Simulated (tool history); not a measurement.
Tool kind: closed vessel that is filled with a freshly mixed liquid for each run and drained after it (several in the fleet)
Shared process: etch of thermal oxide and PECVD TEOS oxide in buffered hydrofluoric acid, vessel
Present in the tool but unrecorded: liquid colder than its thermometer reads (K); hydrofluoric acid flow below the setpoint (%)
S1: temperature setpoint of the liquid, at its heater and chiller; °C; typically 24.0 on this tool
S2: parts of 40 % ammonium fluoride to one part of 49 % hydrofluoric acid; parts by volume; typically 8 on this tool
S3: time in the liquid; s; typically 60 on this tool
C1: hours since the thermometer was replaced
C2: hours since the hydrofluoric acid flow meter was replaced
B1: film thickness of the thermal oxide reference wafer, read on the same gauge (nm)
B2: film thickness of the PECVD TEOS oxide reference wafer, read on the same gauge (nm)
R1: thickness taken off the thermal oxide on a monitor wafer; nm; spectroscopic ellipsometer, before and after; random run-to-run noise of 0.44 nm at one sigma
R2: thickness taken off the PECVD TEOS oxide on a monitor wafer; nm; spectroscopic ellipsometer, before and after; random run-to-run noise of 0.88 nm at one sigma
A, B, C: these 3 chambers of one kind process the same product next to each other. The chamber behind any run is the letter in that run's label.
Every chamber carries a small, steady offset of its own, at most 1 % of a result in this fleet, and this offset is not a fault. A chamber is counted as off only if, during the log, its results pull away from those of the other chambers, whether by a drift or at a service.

| run | hour | S1 | S2 | S3 | C1 | C2 | B1 | B2 | R1 | R2 |
|---|---|---|---|---|---|---|---|---|---|---|
| 1C | 8.4 | 24.0 | 8 | 60 | 2440.2 | 55.1 | 140.01 | 109.98 | 82.208 | 164.28 |
| 2B | 15.7 | 24.0 | 8 | 60 | 1105.2 | 523.3 | 140.00 | 110.00 | 82.580 | 162.88 |
| 3A | 23.8 | 24.0 | 8 | 60 | 1998.9 | 180.1 | 139.98 | 109.98 | 82.735 | 162.80 |
| 4B | 33.2 | 24.0 | 8 | 60 | 1122.7 | 540.8 | 139.99 | 109.97 | 82.800 | 163.61 |
| 5A | 43.4 | 26.5 | 8 | 50 | 2018.5 | 199.7 | 140.00 | 110.01 | 78.155 | 156.29 |
| 6C | 55.2 | 26.5 | 8 | 50 | 2487.0 | 101.9 | 140.02 | 109.99 | 77.990 | 154.92 |
| 7C | 63.2 | 26.5 | 8 | 50 | 2495.0 | 109.9 | 140.01 | 109.96 | 78.329 | 153.45 |
| 8A | 68.6 | 24.0 | 8 | 60 | 2043.7 | 224.9 | 140.00 | 110.00 | 82.430 | 162.84 |
| 9B | 76.0 | 24.0 | 8 | 60 | 1165.5 | 583.6 | 140.04 | 109.97 | 82.977 | 162.83 |
| 10A | 85.0 | 24.0 | 8 | 60 | 2060.1 | 241.3 | 139.98 | 110.02 | 82.692 | 162.42 |
| 11B | 90.5 | 24.0 | 8 | 60 | 1180.0 | 598.1 | 139.97 | 109.97 | 82.466 | 161.48 |
|  | 96.7 | chamber A: thermometer replaced |
| 12C | 98.5 | 24.0 | 8 | 80 | 2530.3 | 145.2 | 140.01 | 110.02 | 110.580 | 219.22 |
| 13C | 107.4 | 24.0 | 8 | 80 | 2539.2 | 154.1 | 139.97 | 109.98 | 109.480 | 214.46 |
| 14A | 114.8 | 24.0 | 8 | 80 | 18.1 | 271.1 | 140.05 | 110.00 | 110.240 | 216.95 |
| 15B | 121.0 | 24.0 | 8 | 60 | 1210.5 | 628.6 | 140.04 | 110.03 | 82.671 | 163.37 |
| 16B | 126.5 | 24.0 | 8 | 60 | 1216.0 | 634.1 | 140.04 | 110.00 | 82.153 | 162.69 |
| 17C | 134.4 | 24.0 | 8 | 60 | 2566.2 | 181.1 | 139.96 | 110.02 | 82.424 | 162.78 |
| 18A | 141.2 | 24.0 | 8 | 60 | 44.5 | 297.5 | 140.03 | 110.02 | 83.447 | 162.70 |
| 19C | 148.8 | 24.0 | 8 | 60 | 2580.6 | 195.5 | 139.97 | 110.00 | 82.448 | 162.08 |
| 20A | 154.6 | 24.0 | 8 | 60 | 57.9 | 310.9 | 140.01 | 109.97 | 82.837 | 161.47 |
| 21B | 162.0 | 24.0 | 8 | 60 | 1251.5 | 669.6 | 140.00 | 109.98 | 82.593 | 163.32 |
| 22C | 173.5 | 27.0 | 8 | 60 | 2605.3 | 220.2 | 140.01 | 110.04 | 95.932 | 190.44 |
| 23B | 179.6 | 27.0 | 8 | 60 | 1269.1 | 687.2 | 140.02 | 109.98 | 96.976 | 190.80 |
| 24A | 189.8 | 27.0 | 8 | 60 | 93.1 | 346.1 | 140.00 | 109.99 | 96.687 | 192.25 |

Decide between three cases: one chamber stands off from its peers, the gauge reading all wafers drifts, or nothing is wrong past each chamber's small offset. Where a chamber is off, say which and what most likely put it there.

Beyond each chamber's small constant offset nothing stands out, and the gauge stays steady.

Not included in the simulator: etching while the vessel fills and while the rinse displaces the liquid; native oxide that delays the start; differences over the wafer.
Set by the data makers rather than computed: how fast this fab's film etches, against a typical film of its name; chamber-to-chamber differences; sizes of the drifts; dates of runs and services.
